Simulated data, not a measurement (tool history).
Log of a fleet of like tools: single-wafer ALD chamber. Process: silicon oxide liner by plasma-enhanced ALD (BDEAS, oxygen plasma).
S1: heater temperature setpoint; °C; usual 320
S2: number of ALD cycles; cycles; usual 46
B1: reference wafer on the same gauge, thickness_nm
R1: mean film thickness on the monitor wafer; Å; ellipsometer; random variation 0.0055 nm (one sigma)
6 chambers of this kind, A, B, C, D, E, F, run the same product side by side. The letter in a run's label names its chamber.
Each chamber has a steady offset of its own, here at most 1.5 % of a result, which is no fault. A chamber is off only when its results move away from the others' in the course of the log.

Run 1D, hour 14.0: usual settings; B1 4.0284. Result: R1 42.059 Å.
Run 2B, hour 23.7: usual settings; B1 4.0321. Result: R1 41.697 Å.
Run 3F, hour 30.6: usual settings; B1 4.0308. Result: R1 41.372 Å.
Run 4A, hour 44.3: usual settings; B1 4.0317. Result: R1 41.976 Å.
Run 5C, hour 57.2: usual settings; B1 4.0324. Result: R1 41.664 Å.
Run 6E, hour 67.6: usual settings; B1 4.0341. Result: R1 41.279 Å.
Run 7C, hour 74.8: usual settings; B1 4.0340. Result: R1 41.664 Å.
Run 8D, hour 81.2: usual settings; B1 4.0355. Result: R1 42.082 Å.
Run 9B, hour 89.5: usual settings; B1 4.0340. Result: R1 41.772 Å.
Run 10A, hour 98.7: usual settings; B1 4.0353. Result: R1 41.871 Å.
Run 11F, hour 110.9: usual settings; B1 4.0357. Result: R1 41.538 Å.
Run 12E, hour 121.6: usual settings but S2 50 cycles; B1 4.0361. Result: R1 44.982 Å.
Run 13F, hour 133.9: usual settings but S2 50 cycles; B1 4.0379. Result: R1 45.115 Å.
Run 14E, hour 140.1: usual settings but S2 50 cycles; B1 4.0367. Result: R1 44.926 Å.
Run 15A, hour 150.2: usual settings but S2 50 cycles; B1 4.0367. Result: R1 45.629 Å.
Run 16B, hour 160.1: usual settings but S2 50 cycles; B1 4.0377. Result: R1 45.503 Å.
Run 17C, hour 166.9: usual settings but S2 50 cycles; B1 4.0392. Result: R1 45.379 Å.
Run 18D, hour 176.6: usual settings; B1 4.0404. Result: R1 42.147 Å.
Run 19C, hour 188.7: usual settings; B1 4.0392. Result: R1 41.856 Å.
Run 20B, hour 199.6: usual settings; B1 4.0409. Result: R1 41.817 Å.
Run 21A, hour 211.8: usual settings; B1 4.0399. Result: R1 42.030 Å.
Run 22E, hour 218.2: usual settings; B1 4.0392. Result: R1 41.293 Å.
Run 23D, hour 232.1: usual settings; B1 4.0435. Result: R1 42.238 Å.
At hour 238.1: chamber B: thermocouple changed; heater temperature recalibrated.
Run 24F, hour 243.5: usual settings but S1 315 °C; B1 4.0432. Result: R1 41.718 Å.
Run 25E, hour 252.6: usual settings but S1 315 °C; B1 4.0431. Result: R1 41.638 Å.
Run 26C, hour 265.5: usual settings but S1 315 °C; B1 4.0441. Result: R1 42.034 Å.
Run 27F, hour 274.5: usual settings but S1 315 °C; B1 4.0433. Result: R1 41.852 Å.
Run 28B, hour 286.6: usual settings but S1 315 °C; B1 4.0447. Result: R1 42.088 Å.
Run 29D, hour 299.3: usual settings but S1 315 °C; B1 4.0460. Result: R1 42.474 Å.
Run 30A, hour 307.6: usual settings; B1 4.0467. Result: R1 42.025 Å.
Run 31C, hour 315.5: usual settings; B1 4.0463. Result: R1 41.814 Å.
Run 32D, hour 323.8: usual settings; B1 4.0468. Result: R1 42.340 Å.
Run 33A, hour 335.1: usual settings; B1 4.0475. Result: R1 42.066 Å.
Run 34F, hour 342.0: usual settings; B1 4.0482. Result: R1 41.521 Å.
Run 35E, hour 353.1: usual settings; B1 4.0489. Result: R1 41.352 Å.
Run 36B, hour 362.8: usual settings; B1 4.0485. Result: R1 41.913 Å.
Run 37F, hour 371.4: usual settings; B1 4.0482. Result: R1 41.531 Å.
Run 38A, hour 385.1: usual settings; B1 4.0498. Result: R1 42.041 Å.
Run 39C, hour 392.7: usual settings; B1 4.0500. Result: R1 41.824 Å.
Run 40E, hour 403.8: usual settings; B1 4.0514. Result: R1 41.478 Å.

All 6 chambers run these settings next. Forecast each chamber's results:
Run 41A, hour 414.0: usual settings but S1 332 °C. Result: R1 ?.
Run 41B, hour 414.0: usual settings but S1 332 °C. Result: R1 ?.
Run 41C, hour 414.0: usual settings but S1 332 °C. Result: R1 ?.
Run 41D, hour 414.0: usual settings but S1 332 °C. Result: R1 ?.
Run 41E, hour 414.0: usual settings but S1 332 °C. Result: R1 ?.
Run 41F, hour 414.0: usual settings but S1 332 °C. Result: R1 ?.

run      R1
41A  41.360
41B  41.162
41C  41.262
41D  41.513
41E  40.728
41F  40.850
